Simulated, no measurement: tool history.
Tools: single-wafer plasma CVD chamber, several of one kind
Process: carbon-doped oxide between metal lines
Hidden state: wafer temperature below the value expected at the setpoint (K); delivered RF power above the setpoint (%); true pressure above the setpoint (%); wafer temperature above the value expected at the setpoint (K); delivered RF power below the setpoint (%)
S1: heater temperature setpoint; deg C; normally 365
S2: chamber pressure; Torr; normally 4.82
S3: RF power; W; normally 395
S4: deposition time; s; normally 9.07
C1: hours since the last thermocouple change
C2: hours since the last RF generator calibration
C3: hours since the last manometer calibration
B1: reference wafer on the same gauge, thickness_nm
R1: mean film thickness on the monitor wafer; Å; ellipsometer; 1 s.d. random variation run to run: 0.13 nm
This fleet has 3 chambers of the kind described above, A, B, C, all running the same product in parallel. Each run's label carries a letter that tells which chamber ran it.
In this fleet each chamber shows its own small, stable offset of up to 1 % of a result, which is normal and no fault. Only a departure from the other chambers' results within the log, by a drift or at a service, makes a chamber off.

run   hour   S1    S2   S3    S4      C1      C2     C3      B1      R1
 1C    8.9  365  4.82  395  9.07  1234.9     185  105.8  39.698  380.21
 2B   13.7  365  4.82  395  9.07  1242.6  1244.3  311.4  39.721  381.93
 3A   21.7  365  4.82  395  9.07    82.6  1891.9  648.7  39.653  382.32
 4B   30.8  365  4.82  395  9.07  1259.7  1261.4  328.5  39.676  383.09
 5A   38.4  365  3.81  395  9.07    99.3  1908.6  665.4  39.679  373.34
 6C   46.4  365  3.81  395  9.07  1272.4   222.5  143.3  39.668  367.24
 7A   55.7  365  3.81  395  9.07   116.6  1925.9  682.7  39.751  370.46
 8C   65.2  365  4.82  395  9.07  1291.2   241.3  162.1  39.691  378.34
 9B   71.3  365  4.82  395  9.07  1300.2  1301.9    369    39.7  383.82
10A   78.8  365  4.82  395  9.07   139.7    1949  705.8  39.707  381.49
11B   85.2  365  4.82  395  9.07  1314.1  1315.8  382.9  39.694  382.16
12C   94.2  376  3.68  395  9.07  1320.2   270.3  191.1  39.674  356.22
13B  102.7  376  3.68  395  9.07  1331.6  1333.3  400.4  39.695  360.37
14C  108.9  376  3.68  395  9.07  1334.9     285  205.8  39.709  358.47
15A    119  365  4.82  395  9.07   179.9  1989.2    746  39.693  382.54
16B  126.2  365  4.82  395  9.07  1355.1  1356.8  423.9  39.713   384.1
17A  134.9  365  4.82  395  9.07   195.8  2005.1  761.9  39.679  384.69
18C  141.8  365  4.82  395  9.07  1367.8   317.9  238.7  39.696  380.33
19C  149.6  365  4.82  395  9.07  1375.6   325.7  246.5  39.688  379.49
20B  156.3  371  4.82  430  9.07  1385.2  1386.9    454  39.702  399.23

Which is it: a chamber that has drifted or been left off by a service, a gauge drift common to all chambers, or only each chamber's usual small offset? If a chamber is off, name it and its likeliest cause.

Nothing is wrong: each chamber keeps only its own small, steady offset and the gauge holds still.
